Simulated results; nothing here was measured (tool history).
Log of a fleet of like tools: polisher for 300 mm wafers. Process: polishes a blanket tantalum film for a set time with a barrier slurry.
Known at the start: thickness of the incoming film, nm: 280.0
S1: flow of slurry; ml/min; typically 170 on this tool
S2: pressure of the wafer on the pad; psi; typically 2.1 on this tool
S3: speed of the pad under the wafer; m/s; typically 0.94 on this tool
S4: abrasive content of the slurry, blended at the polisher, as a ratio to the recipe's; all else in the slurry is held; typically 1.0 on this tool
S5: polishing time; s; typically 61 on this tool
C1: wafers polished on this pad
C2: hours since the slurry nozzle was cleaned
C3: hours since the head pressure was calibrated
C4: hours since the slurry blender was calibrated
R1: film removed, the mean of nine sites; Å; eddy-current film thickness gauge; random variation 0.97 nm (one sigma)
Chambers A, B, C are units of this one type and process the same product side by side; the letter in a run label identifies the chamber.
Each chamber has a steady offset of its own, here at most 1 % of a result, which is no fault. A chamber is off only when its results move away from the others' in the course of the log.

run 1A hour=8.7 | S1=170 S2=2.1 S3=0.94 S4=1.0 S5=61 | C1=828 C2=412.1 C3=253.9 C4=57.7 | R1=921.35
-- hour=10.8 chamber C: slurry blender recalibrated
run 2B hour=21.8 | S1=170 S2=2.1 S3=0.94 S4=1.0 S5=61 | C1=962 C2=21.9 C3=808.6 C4=47.2 | R1=915.50
-- hour=28.3 chamber B: head pressure recalibrated
-- hour=30.4 chamber A: worn pad replaced by a new one
run 3C hour=35.6 | S1=170 S2=2.1 S3=0.94 S4=1.0 S5=61 | C1=1026 C2=746.8 C3=797.3 C4=24.8 | R1=918.16
run 4C hour=50.1 | S1=170 S2=2.1 S3=0.94 S4=1.0 S5=61 | C1=1141 C2=761.3 C3=811.8 C4=39.3 | R1=910.45
-- hour=58.8 chamber B: worn pad replaced by a new one
run 5A hour=62.7 | S1=170 S2=2.1 S3=0.94 S4=1.0 S5=61 | C1=254 C2=466.1 C3=307.9 C4=111.7 | R1=917.52
-- hour=66.2 chamber C: slurry nozzle cleaned
run 6B hour=72.2 | S1=210 S2=2.1 S3=0.94 S4=1.0 S5=73 | C1=105 C2=72.3 C3=44.0 C4=97.6 | R1=1135.30
run 7B hour=79.9 | S1=210 S2=2.1 S3=0.94 S4=1.0 S5=73 | C1=166 C2=80.0 C3=51.7 C4=105.3 | R1=1139.30
-- hour=88.7 chamber C: worn pad replaced by a new one
run 8C hour=89.7 | S1=210 S2=2.1 S3=0.94 S4=1.0 S5=73 | C1=7 C2=23.6 C3=851.4 C4=78.9 | R1=1137.00
run 9A hour=103.7 | S1=170 S2=2.1 S3=0.94 S4=1.0 S5=61 | C1=577 C2=507.1 C3=348.9 C4=152.7 | R1=910.45
run 10B hour=115.0 | S1=170 S2=2.1 S3=0.94 S4=1.0 S5=61 | C1=442 C2=115.1 C3=86.8 C4=140.4 | R1=932.93
-- hour=115.3 chamber A: head pressure recalibrated
-- hour=126.7 chamber B: slurry blender recalibrated
run 11C hour=128.6 | S1=170 S2=2.1 S3=0.94 S4=1.0 S5=61 | C1=314 C2=62.5 C3=890.3 C4=117.8 | R1=937.90
-- hour=135.0 chamber A: slurry nozzle cleaned
run 12A hour=137.8 | S1=150 S2=2.1 S3=0.94 S4=0.8 S5=61 | C1=845 C2=2.8 C3=22.5 C4=186.8 | R1=854.93
run 13B hour=146.2 | S1=150 S2=2.1 S3=0.94 S4=0.8 S5=61 | C1=688 C2=146.3 C3=118.0 C4=19.5 | R1=841.30
run 14C hour=157.8 | S1=150 S2=2.1 S3=0.94 S4=0.8 S5=61 | C1=543 C2=91.7 C3=919.5 C4=147.0 | R1=845.74
-- hour=165.5 chamber A: worn pad replaced by a new one
run 15A hour=168.3 | S1=170 S2=2.1 S3=0.94 S4=1.0 S5=61 | C1=22 C2=33.3 C3=53.0 C4=217.3 | R1=917.02
-- hour=180.6 chamber C: slurry blender recalibrated
run 16A hour=181.2 | S1=170 S2=2.1 S3=0.74 S4=1.0 S5=61 | C1=124 C2=46.2 C3=65.9 C4=230.2 | R1=711.47
-- hour=185.9 chamber C: head pressure recalibrated
run 17C hour=190.1 | S1=170 S2=2.1 S3=0.74 S4=1.0 S5=61 | C1=798 C2=124.0 C3=4.2 C4=9.6 | R1=676.35
run 18B hour=203.7 | S1=170 S2=2.1 S3=0.74 S4=1.0 S5=61 | C1=1140 C2=203.8 C3=175.5 C4=77.0 | R1=717.72
-- hour=212.8 chamber A: slurry blender recalibrated
run 19C hour=216.5 | S1=170 S2=2.1 S3=0.94 S4=1.0 S5=61 | C1=1006 C2=150.4 C3=30.6 C4=36.0 | R1=862.48
run 20A hour=223.4 | S1=170 S2=2.6 S3=0.94 S4=1.0 S5=71 | C1=456 C2=88.4 C3=108.1 C4=10.6 | R1=1309.60
-- hour=228.2 chamber B: worn pad replaced by a new one
run 21B hour=237.6 | S1=170 S2=2.6 S3=0.94 S4=1.0 S5=71 | C1=74 C2=237.7 C3=209.4 C4=110.9 | R1=1307.00
-- hour=241.1 chamber C: worn pad replaced by a new one
-- hour=252.1 chamber B: slurry blender recalibrated
run 22B hour=252.2 | S1=170 S2=2.6 S3=0.94 S4=1.0 S5=71 | C1=189 C2=252.3 C3=224.0 C4=0.1 | R1=1323.40
-- hour=252.3 chamber B: slurry nozzle cleaned
run 23C hour=262.9 | S1=170 S2=2.1 S3=0.94 S4=1.0 S5=61 | C1=171 C2=196.8 C3=77.0 C4=82.4 | R1=860.44
run 24A hour=270.2 | S1=145 S2=2.1 S3=0.94 S4=1.0 S5=71 | C1=824 C2=135.2 C3=154.9 C4=57.4 | R1=1038.30
-- hour=283.5 chamber A: worn pad replaced by a new one
run 25B hour=284.7 | S1=145 S2=2.1 S3=0.94 S4=1.0 S5=71 | C1=445 C2=32.4 C3=256.5 C4=32.6 | R1=1039.00
run 26A hour=298.5 | S1=145 S2=2.1 S3=0.94 S4=1.0 S5=71 | C1=118 C2=163.5 C3=183.2 C4=85.7 | R1=1049.60
run 27C hour=313.1 | S1=170 S2=2.1 S3=0.94 S4=1.0 S5=61 | C1=567 C2=247.0 C3=127.2 C4=132.6 | R1=872.03
run 28B hour=323.8 | S1=170 S2=2.1 S3=0.94 S4=1.0 S5=61 | C1=752 C2=71.5 C3=295.6 C4=71.7 | R1=907.38
-- hour=326.3 chamber C: slurry blender recalibrated
run 29C hour=332.6 | S1=170 S2=2.1 S3=0.94 S4=1.0 S5=61 | C1=720 C2=266.5 C3=146.7 C4=6.4 | R1=870.58
run 30A hour=341.2 | S1=170 S2=2.1 S3=0.94 S4=1.0 S5=61 | C1=454 C2=206.2 C3=225.9 C4=128.4 | R1=925.08
run 31A hour=355.6 | S1=170 S2=2.1 S3=0.94 S4=1.0 S5=61 | C1=567 C2=220.6 C3=240.3 C4=142.8 | R1=902.83

Is one chamber out of step, is the gauge drifting, or do the chambers differ by no more than their own small offsets? For an off chamber, give its letter and the likeliest cause.

A service left chamber C off against the others.
Most likely cause: head's pressure below its setpoint, % = 6.66.

Here are 4 candidates for chamber C's next run, each the usual settings with a change, their results left as question marks. Which one brings its results back in line with what the others give on the usual settings?
Maximum distance from the other chambers' mean on the usual settings for a result to count as in line: R1 34.00 Å
run 32C-1 hour=366.4 | S1=170 S2=2.0 S3=0.90 S4=1.0 S5=59 | R1=?
run 32C-2 hour=366.4 | S1=170 S2=2.1 S3=1.00 S4=1.0 S5=65 | R1=?
run 32C-3 hour=366.4 | S1=170 S2=2.1 S3=0.88 S4=1.0 S5=61 | R1=?
run 32C-4 hour=366.4 | S1=170 S2=2.2 S3=0.94 S4=1.0 S5=61 | R1=?

On the usual settings, the other chambers give on average: R1 913.09 Å
run=32C-1 R1=762.59
run=32C-2 R1=981.42
run=32C-3 R1=808.94
run=32C-4 R1=905.93
32C-4 brings the chamber back in line.
